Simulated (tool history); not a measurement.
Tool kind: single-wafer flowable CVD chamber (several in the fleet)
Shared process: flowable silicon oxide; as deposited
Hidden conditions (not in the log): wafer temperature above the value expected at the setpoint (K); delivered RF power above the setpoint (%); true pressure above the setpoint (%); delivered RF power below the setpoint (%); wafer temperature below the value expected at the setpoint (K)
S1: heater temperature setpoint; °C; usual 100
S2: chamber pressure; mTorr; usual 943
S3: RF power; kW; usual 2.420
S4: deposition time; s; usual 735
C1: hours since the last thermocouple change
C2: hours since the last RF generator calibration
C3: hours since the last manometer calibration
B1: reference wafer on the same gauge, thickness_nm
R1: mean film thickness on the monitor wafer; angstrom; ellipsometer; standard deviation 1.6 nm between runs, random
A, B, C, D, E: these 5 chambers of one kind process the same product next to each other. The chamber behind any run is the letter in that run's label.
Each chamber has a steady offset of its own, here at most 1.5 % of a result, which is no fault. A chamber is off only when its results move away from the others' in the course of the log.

{"run": "1D", "hour": 5.4, "S1": 100, "S2": 943, "S3": 2.42, "S4": 735, "C1": 349.3, "C2": 447.3, "C3": 95.0, "B1": 507.63, "R1": 5722.6}
{"run": "2C", "hour": 10.8, "S1": 100, "S2": 943, "S3": 2.42, "S4": 735, "C1": 217.6, "C2": 23.4, "C3": 819.8, "B1": 507.66, "R1": 5623.3}
{"run": "3B", "hour": 15.9, "S1": 100, "S2": 943, "S3": 2.42, "S4": 735, "C1": 241.1, "C2": 718.1, "C3": 21.6, "B1": 507.5, "R1": 5734.7}
{"run": "4E", "hour": 21.0, "S1": 100, "S2": 943, "S3": 2.42, "S4": 735, "C1": 901.4, "C2": 800.2, "C3": 1033.6, "B1": 507.96, "R1": 5658.5}
{"run": "5A", "hour": 24.6, "S1": 100, "S2": 943, "S3": 2.42, "S4": 735, "C1": 1686.8, "C2": 841.6, "C3": 1786.8, "B1": 507.8, "R1": 5588.1}
{"run": "6C", "hour": 29.4, "S1": 100, "S2": 943, "S3": 2.42, "S4": 735, "C1": 236.2, "C2": 42.0, "C3": 838.4, "B1": 507.91, "R1": 5636.7}
{"run": "7A", "hour": 35.0, "S1": 100, "S2": 943, "S3": 2.42, "S4": 735, "C1": 1697.2, "C2": 852.0, "C3": 1797.2, "B1": 507.76, "R1": 5593.0}
{"run": "8E", "hour": 39.5, "S1": 100, "S2": 943, "S3": 2.42, "S4": 735, "C1": 919.9, "C2": 818.7, "C3": 1052.1, "B1": 508.07, "R1": 5661.9}
{"run": "9B", "hour": 42.6, "S1": 100, "S2": 943, "S3": 2.42, "S4": 735, "C1": 267.8, "C2": 744.8, "C3": 48.3, "B1": 508.24, "R1": 5709.8}
{"run": "10D", "hour": 47.8, "S1": 100, "S2": 943, "S3": 2.42, "S4": 735, "C1": 391.7, "C2": 489.7, "C3": 137.4, "B1": 507.8, "R1": 5693.6}
{"run": "11D", "hour": 51.3, "S1": 100, "S2": 943, "S3": 2.42, "S4": 735, "C1": 395.2, "C2": 493.2, "C3": 140.9, "B1": 508.19, "R1": 5691.3}
{"run": "12B", "hour": 56.2, "S1": 100, "S2": 943, "S3": 2.42, "S4": 735, "C1": 281.4, "C2": 758.4, "C3": 61.9, "B1": 507.79, "R1": 5667.4}
{"run": "13E", "hour": 61.7, "S1": 100, "S2": 943, "S3": 2.42, "S4": 735, "C1": 942.1, "C2": 840.9, "C3": 1074.3, "B1": 507.89, "R1": 5643.5}
{"run": "14A", "hour": 65.4, "S1": 100, "S2": 943, "S3": 2.42, "S4": 735, "C1": 1727.6, "C2": 882.4, "C3": 1827.6, "B1": 507.88, "R1": 5589.6}
{"run": "15C", "hour": 69.6, "S1": 100, "S2": 943, "S3": 2.42, "S4": 735, "C1": 276.4, "C2": 82.2, "C3": 878.6, "B1": 508.02, "R1": 5619.4}
{"run": "16A", "hour": 72.9, "S1": 100, "S2": 943, "S3": 2.42, "S4": 735, "C1": 1735.1, "C2": 889.9, "C3": 1835.1, "B1": 508.2, "R1": 5580.2}
{"run": "17B", "hour": 76.4, "S1": 100, "S2": 1027, "S3": 2.42, "S4": 735, "C1": 301.6, "C2": 778.6, "C3": 82.1, "B1": 508.27, "R1": 6305.7}
{"run": "18C", "hour": 81.8, "S1": 100, "S2": 1027, "S3": 2.42, "S4": 735, "C1": 288.6, "C2": 94.4, "C3": 890.8, "B1": 508.1, "R1": 6207.0}
{"run": "19E", "hour": 85.0, "S1": 100, "S2": 1027, "S3": 2.42, "S4": 735, "C1": 965.4, "C2": 864.2, "C3": 1097.6, "B1": 508.65, "R1": 6323.0}
{"run": "20D", "hour": 90.3, "S1": 100, "S2": 1027, "S3": 2.42, "S4": 735, "C1": 434.2, "C2": 532.2, "C3": 179.9, "B1": 508.34, "R1": 6327.0}
{"run": "21E", "hour": 96.3, "S1": 100, "S2": 1027, "S3": 2.42, "S4": 735, "C1": 976.7, "C2": 875.5, "C3": 1108.9, "B1": 508.36, "R1": 6278.5}
{"run": "22C", "hour": 100.4, "S1": 85, "S2": 843, "S3": 2.42, "S4": 735, "C1": 307.2, "C2": 113.0, "C3": 909.4, "B1": 507.49, "R1": 7892.6}
{"run": "23B", "hour": 106.1, "S1": 85, "S2": 843, "S3": 2.42, "S4": 735, "C1": 331.3, "C2": 808.3, "C3": 111.8, "B1": 507.98, "R1": 8015.5}
{"run": "24A", "hour": 110.3, "S1": 85, "S2": 843, "S3": 2.42, "S4": 735, "C1": 1772.5, "C2": 927.3, "C3": 1872.5, "B1": 508.25, "R1": 7912.0}
{"run": "25D", "hour": 115.0, "S1": 85, "S2": 843, "S3": 2.42, "S4": 735, "C1": 458.9, "C2": 556.9, "C3": 204.6, "B1": 507.89, "R1": 8031.3}
{"run": "26B", "hour": 120.4, "S1": 85, "S2": 843, "S3": 2.42, "S4": 735, "C1": 345.6, "C2": 822.6, "C3": 126.1, "B1": 507.97, "R1": 7976.6}
{"run": "27E", "hour": 125.6, "S1": 100, "S2": 943, "S3": 2.42, "S4": 735, "C1": 1006.0, "C2": 904.8, "C3": 1138.2, "B1": 507.92, "R1": 5682.7}
{"run": "28D", "hour": 128.6, "S1": 100, "S2": 943, "S3": 2.42, "S4": 735, "C1": 472.5, "C2": 570.5, "C3": 218.2, "B1": 507.88, "R1": 5690.9}
{"run": "29A", "hour": 134.1, "S1": 100, "S2": 943, "S3": 2.42, "S4": 735, "C1": 1796.3, "C2": 951.1, "C3": 1896.3, "B1": 508.41, "R1": 5606.2}
{"run": "30C", "hour": 137.3, "S1": 100, "S2": 943, "S3": 2.42, "S4": 735, "C1": 344.1, "C2": 149.9, "C3": 946.3, "B1": 507.48, "R1": 5642.4}
{"run": "31E", "hour": 141.0, "S1": 100, "S2": 943, "S3": 2.42, "S4": 735, "C1": 1021.4, "C2": 920.2, "C3": 1153.6, "B1": 508.05, "R1": 5660.4}

Read the log: is a single chamber off, either drifting away or since a service, is the gauge that measures every chamber drifting, or is nothing wrong beyond small per-chamber offsets? Name any odd chamber and what most likely caused it.

Nothing is wrong: each chamber keeps only its own small, steady offset and the gauge holds still.

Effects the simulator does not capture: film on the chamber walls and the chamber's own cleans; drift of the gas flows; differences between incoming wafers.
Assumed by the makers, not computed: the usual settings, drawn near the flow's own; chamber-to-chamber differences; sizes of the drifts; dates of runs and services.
